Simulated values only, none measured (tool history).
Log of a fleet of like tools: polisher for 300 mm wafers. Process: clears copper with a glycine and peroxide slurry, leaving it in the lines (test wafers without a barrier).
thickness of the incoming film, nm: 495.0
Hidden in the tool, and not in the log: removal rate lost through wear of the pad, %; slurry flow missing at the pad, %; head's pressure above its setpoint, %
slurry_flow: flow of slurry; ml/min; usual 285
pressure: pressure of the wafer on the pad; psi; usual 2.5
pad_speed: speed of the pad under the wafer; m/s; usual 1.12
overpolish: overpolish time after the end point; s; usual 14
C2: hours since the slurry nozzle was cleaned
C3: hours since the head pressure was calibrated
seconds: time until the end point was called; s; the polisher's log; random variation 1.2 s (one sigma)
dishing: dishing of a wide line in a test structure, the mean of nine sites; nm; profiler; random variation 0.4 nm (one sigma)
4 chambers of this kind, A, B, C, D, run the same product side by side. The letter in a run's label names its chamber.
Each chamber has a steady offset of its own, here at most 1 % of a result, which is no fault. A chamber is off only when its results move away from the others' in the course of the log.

{"run": "1C", "hour": 3.0, "slurry_flow": 285, "pressure": 2.5, "pad_speed": 1.12, "overpolish": 14, "wafers polished on this pad": 585, "C2": 12.2, "C3": 619.5, "seconds": 104.75, "dishing": 39.653}
{"run": "2A", "hour": 8.5, "slurry_flow": 285, "pressure": 2.5, "pad_speed": 1.12, "overpolish": 14, "wafers polished on this pad": 617, "C2": 168.1, "C3": 145.1, "seconds": 106, "dishing": 38.996}
{"run": "3D", "hour": 13.3, "slurry_flow": 285, "pressure": 2.5, "pad_speed": 1.12, "overpolish": 14, "wafers polished on this pad": 229, "C2": 153.2, "C3": 997.5, "seconds": 106.13, "dishing": 38.414}
{"hour": 16.5, "done": "chamber B: slurry nozzle cleaned"}
{"run": "4B", "hour": 18.3, "slurry_flow": 285, "pressure": 2.5, "pad_speed": 1.12, "overpolish": 14, "wafers polished on this pad": 387, "C2": 1.8, "C3": 301.4, "seconds": 103.94, "dishing": 38.895}
{"hour": 21.8, "done": "chamber C: worn pad replaced by a new one"}
{"run": "5B", "hour": 24.0, "slurry_flow": 285, "pressure": 2.5, "pad_speed": 1.12, "overpolish": 14, "wafers polished on this pad": 425, "C2": 7.5, "C3": 307.1, "seconds": 104.97, "dishing": 38.923}
{"run": "6D", "hour": 28.2, "slurry_flow": 220, "pressure": 2.5, "pad_speed": 1.12, "overpolish": 14, "wafers polished on this pad": 328, "C2": 168.1, "C3": 1012.4, "seconds": 110.79, "dishing": 37.638}
{"hour": 33.1, "done": "chamber D: head pressure recalibrated"}
{"run": "7A", "hour": 34.2, "slurry_flow": 220, "pressure": 2.5, "pad_speed": 1.12, "overpolish": 14, "wafers polished on this pad": 789, "C2": 193.8, "C3": 170.8, "seconds": 108.66, "dishing": 38.639}
{"run": "8C", "hour": 38.9, "slurry_flow": 220, "pressure": 2.5, "pad_speed": 1.12, "overpolish": 14, "wafers polished on this pad": 114, "C2": 48.1, "C3": 655.4, "seconds": 106.65, "dishing": 38.264}
{"run": "9B", "hour": 44.7, "slurry_flow": 220, "pressure": 2.5, "pad_speed": 1.12, "overpolish": 14, "wafers polished on this pad": 563, "C2": 28.2, "C3": 327.8, "seconds": 108.11, "dishing": 38.47}
{"run": "10D", "hour": 48.7, "slurry_flow": 285, "pressure": 2.5, "pad_speed": 1.12, "overpolish": 14, "wafers polished on this pad": 465, "C2": 188.6, "C3": 15.6, "seconds": 106.02, "dishing": 38.532}
{"run": "11A", "hour": 54.4, "slurry_flow": 285, "pressure": 2.5, "pad_speed": 1.12, "overpolish": 14, "wafers polished on this pad": 924, "C2": 214, "C3": 191, "seconds": 106.24, "dishing": 38.775}
{"hour": 58.3, "done": "chamber A: worn pad replaced by a new one"}
{"run": "12C", "hour": 60.9, "slurry_flow": 285, "pressure": 2.5, "pad_speed": 1.12, "overpolish": 14, "wafers polished on this pad": 261, "C2": 70.1, "C3": 677.4, "seconds": 103.76, "dishing": 39.157}
{"run": "13C", "hour": 64.3, "slurry_flow": 195, "pressure": 2.5, "pad_speed": 1.12, "overpolish": 22, "wafers polished on this pad": 284, "C2": 73.5, "C3": 680.8, "seconds": 111.27, "dishing": 50.637}
{"run": "14D", "hour": 69.0, "slurry_flow": 195, "pressure": 2.5, "pad_speed": 1.12, "overpolish": 22, "wafers polished on this pad": 601, "C2": 208.9, "C3": 35.9, "seconds": 111.19, "dishing": 50.167}
{"run": "15B", "hour": 73.6, "slurry_flow": 195, "pressure": 2.5, "pad_speed": 1.12, "overpolish": 22, "wafers polished on this pad": 756, "C2": 57.1, "C3": 356.7, "seconds": 111.82, "dishing": 50.985}
{"run": "16A", "hour": 80.0, "slurry_flow": 195, "pressure": 2.5, "pad_speed": 1.12, "overpolish": 22, "wafers polished on this pad": 145, "C2": 239.6, "C3": 216.6, "seconds": 110.36, "dishing": 50.968}
{"run": "17D", "hour": 85.9, "slurry_flow": 285, "pressure": 2.5, "pad_speed": 1.12, "overpolish": 9, "wafers polished on this pad": 714, "C2": 225.8, "C3": 52.8, "seconds": 107.45, "dishing": 28.053}
{"run": "18A", "hour": 89.3, "slurry_flow": 285, "pressure": 2.5, "pad_speed": 1.12, "overpolish": 9, "wafers polished on this pad": 207, "C2": 248.9, "C3": 225.9, "seconds": 107.39, "dishing": 27.469}
{"run": "19B", "hour": 92.6, "slurry_flow": 285, "pressure": 2.5, "pad_speed": 1.12, "overpolish": 9, "wafers polished on this pad": 884, "C2": 76.1, "C3": 375.7, "seconds": 107.6, "dishing": 27.718}
{"run": "20C", "hour": 97.1, "slurry_flow": 285, "pressure": 2.5, "pad_speed": 1.12, "overpolish": 9, "wafers polished on this pad": 503, "C2": 106.3, "C3": 713.6, "seconds": 104.12, "dishing": 27.865}
{"run": "21C", "hour": 103.7, "slurry_flow": 285, "pressure": 2.5, "pad_speed": 1.12, "overpolish": 14, "wafers polished on this pad": 547, "C2": 112.9, "C3": 720.2, "seconds": 104.72, "dishing": 39.843}
{"run": "22B", "hour": 109.5, "slurry_flow": 285, "pressure": 2.5, "pad_speed": 1.12, "overpolish": 14, "wafers polished on this pad": 997, "C2": 93, "C3": 392.6, "seconds": 105.95, "dishing": 38.841}
{"run": "23A", "hour": 112.8, "slurry_flow": 285, "pressure": 2.5, "pad_speed": 1.12, "overpolish": 14, "wafers polished on this pad": 364, "C2": 272.4, "C3": 249.4, "seconds": 104.89, "dishing": 39.281}
{"run": "24D", "hour": 118.9, "slurry_flow": 285, "pressure": 2.5, "pad_speed": 1.12, "overpolish": 14, "wafers polished on this pad": 935, "C2": 258.8, "C3": 85.8, "seconds": 107.26, "dishing": 38.835}
{"hour": 120.1, "done": "chamber D: worn pad replaced by a new one"}
{"run": "25C", "hour": 124.5, "slurry_flow": 285, "pressure": 2.5, "pad_speed": 1.12, "overpolish": 14, "wafers polished on this pad": 686, "C2": 133.7, "C3": 741, "seconds": 103.9, "dishing": 38.726}
{"run": "26D", "hour": 131.0, "slurry_flow": 285, "pressure": 2.5, "pad_speed": 1.12, "overpolish": 14, "wafers polished on this pad": 73, "C2": 270.9, "C3": 97.9, "seconds": 106.91, "dishing": 39.056}
{"hour": 133.3, "done": "chamber C: worn pad replaced by a new one"}
{"run": "27B", "hour": 135.5, "slurry_flow": 285, "pressure": 2.5, "pad_speed": 1.12, "overpolish": 14, "wafers polished on this pad": 1170, "C2": 119, "C3": 418.6, "seconds": 108.15, "dishing": 38.683}
{"run": "28A", "hour": 140.0, "slurry_flow": 285, "pressure": 2.5, "pad_speed": 1.12, "overpolish": 8, "wafers polished on this pad": 546, "C2": 299.6, "C3": 276.6, "seconds": 107.02, "dishing": 24.886}
{"run": "29A", "hour": 143.3, "slurry_flow": 285, "pressure": 2.5, "pad_speed": 1.12, "overpolish": 8, "wafers polished on this pad": 568, "C2": 302.9, "C3": 279.9, "seconds": 106.45, "dishing": 25.112}
{"run": "30C", "hour": 147.9, "slurry_flow": 285, "pressure": 2.5, "pad_speed": 1.12, "overpolish": 8, "wafers polished on this pad": 98, "C2": 157.1, "C3": 764.4, "seconds": 105.11, "dishing": 25.681}
{"run": "31D", "hour": 150.8, "slurry_flow": 285, "pressure": 2.5, "pad_speed": 1.12, "overpolish": 8, "wafers polished on this pad": 205, "C2": 290.7, "C3": 117.7, "seconds": 104.22, "dishing": 24.899}

Is one chamber off against the others, does the gauge drift, or is nothing wrong? If a chamber is off, say which, and what the likeliest cause is.

No chamber stands off beyond its own small offset, and the gauge holds steady.

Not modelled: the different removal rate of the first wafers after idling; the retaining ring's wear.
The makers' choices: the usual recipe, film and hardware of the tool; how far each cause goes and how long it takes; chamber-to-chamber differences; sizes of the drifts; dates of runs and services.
